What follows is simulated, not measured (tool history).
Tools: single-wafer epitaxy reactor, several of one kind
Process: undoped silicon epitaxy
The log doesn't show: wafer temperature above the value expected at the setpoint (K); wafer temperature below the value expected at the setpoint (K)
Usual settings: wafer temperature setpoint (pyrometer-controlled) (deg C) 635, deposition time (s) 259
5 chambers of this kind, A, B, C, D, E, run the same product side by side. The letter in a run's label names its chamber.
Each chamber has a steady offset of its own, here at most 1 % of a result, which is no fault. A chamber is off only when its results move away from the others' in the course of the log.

run	hour	wafer temperature setpoint (pyrometer-controlled) (deg C)	deposition time (s)	hours since the last pyrometer calibration	read-back reference wafer on the same gauge, thickness_nm	mean film thickness on the monitor wafer (nm)
# hour 3.6: chamber B: pyrometer calibrated
1D	11.0	635	259	1186.2	36.187	30.969
2A	18.0	635	259	412.6	36.197	31.540
3C	29.6	635	259	414.0	36.174	31.204
4E	37.7	635	259	846.3	36.208	31.297
5B	49.6	635	259	46.1	36.213	30.787
6B	58.9	635	259	55.4	36.199	31.162
7A	71.1	635	259	465.7	36.188	30.996
8D	79.8	635	286	1255.0	36.171	34.234
9E	86.8	635	286	895.4	36.193	34.325
10C	94.5	635	286	478.9	36.199	34.535
11D	108.6	635	286	1283.8	36.216	34.186
12C	124.0	635	286	508.4	36.220	34.277
13B	136.7	635	259	133.2	36.220	31.220
14E	148.1	635	259	956.7	36.272	31.127
15A	161.7	646	259	556.3	36.242	40.006
16B	175.4	646	259	171.9	36.249	39.494
17A	188.3	646	259	582.9	36.194	40.484
18C	203.4	646	259	587.8	36.156	39.757
19D	210.4	646	259	1385.6	36.213	39.664
20E	219.0	635	259	1027.6	36.243	31.270
21D	229.7	635	238	1404.9	36.242	28.590
22A	242.8	635	238	637.4	36.208	28.515
23C	252.7	635	238	637.1	36.246	28.039
24E	265.4	635	238	1074.0	36.168	28.586
25B	278.0	635	238	274.5	36.163	28.400
26D	286.1	635	259	1461.3	36.147	31.103
27C	299.5	635	259	683.9	36.234	30.059
28A	307.3	635	259	701.9	36.193	31.318
29B	317.7	635	259	314.2	36.214	30.995
30E	330.0	635	259	1138.6	36.207	31.277
31C	337.8	635	259	722.2	36.169	30.487
32D	348.0	635	259	1523.2	36.224	31.154
33E	363.2	635	259	1171.8	36.215	31.264
34A	375.1	626	236	769.7	36.158	23.203
35B	387.1	626	236	383.6	36.194	22.978
36E	397.8	626	236	1206.4	36.200	23.176
37A	408.9	626	236	803.5	36.146	22.936
38D	424.0	626	236	1599.2	36.204	22.871
39C	439.5	644	284	823.9	36.240	39.523

What goes on in this fleet: one chamber off, a drifting gauge, or nothing beyond the chambers' own small offsets? Name the chamber and the cause, if any.

Chamber C drifts away from the others.
Cause: wafer temperature below the value expected at the setpoint (K) = 2.49.

Here are 4 candidates for chamber C's next run, each the usual settings with a change, their results left as question marks. Which one brings its results back in line with what the others give on the usual settings?
In line means no further than this from the other chambers' mean on the usual settings: mean film thickness on the monitor wafer (nm) 0.620
40C-1	450.8	634	258			?
40C-2	450.8	636	260			?
40C-3	450.8	637	263			?
40C-4	450.8	633	255			?

The other chambers' mean on the usual settings: mean film thickness on the monitor wafer (nm) 31.160
run	mean film thickness on the monitor wafer (nm)
40C-1	28.696
40C-2	30.261
40C-3	31.310
40C-4	27.725
40C-3 brings the chamber back in line.
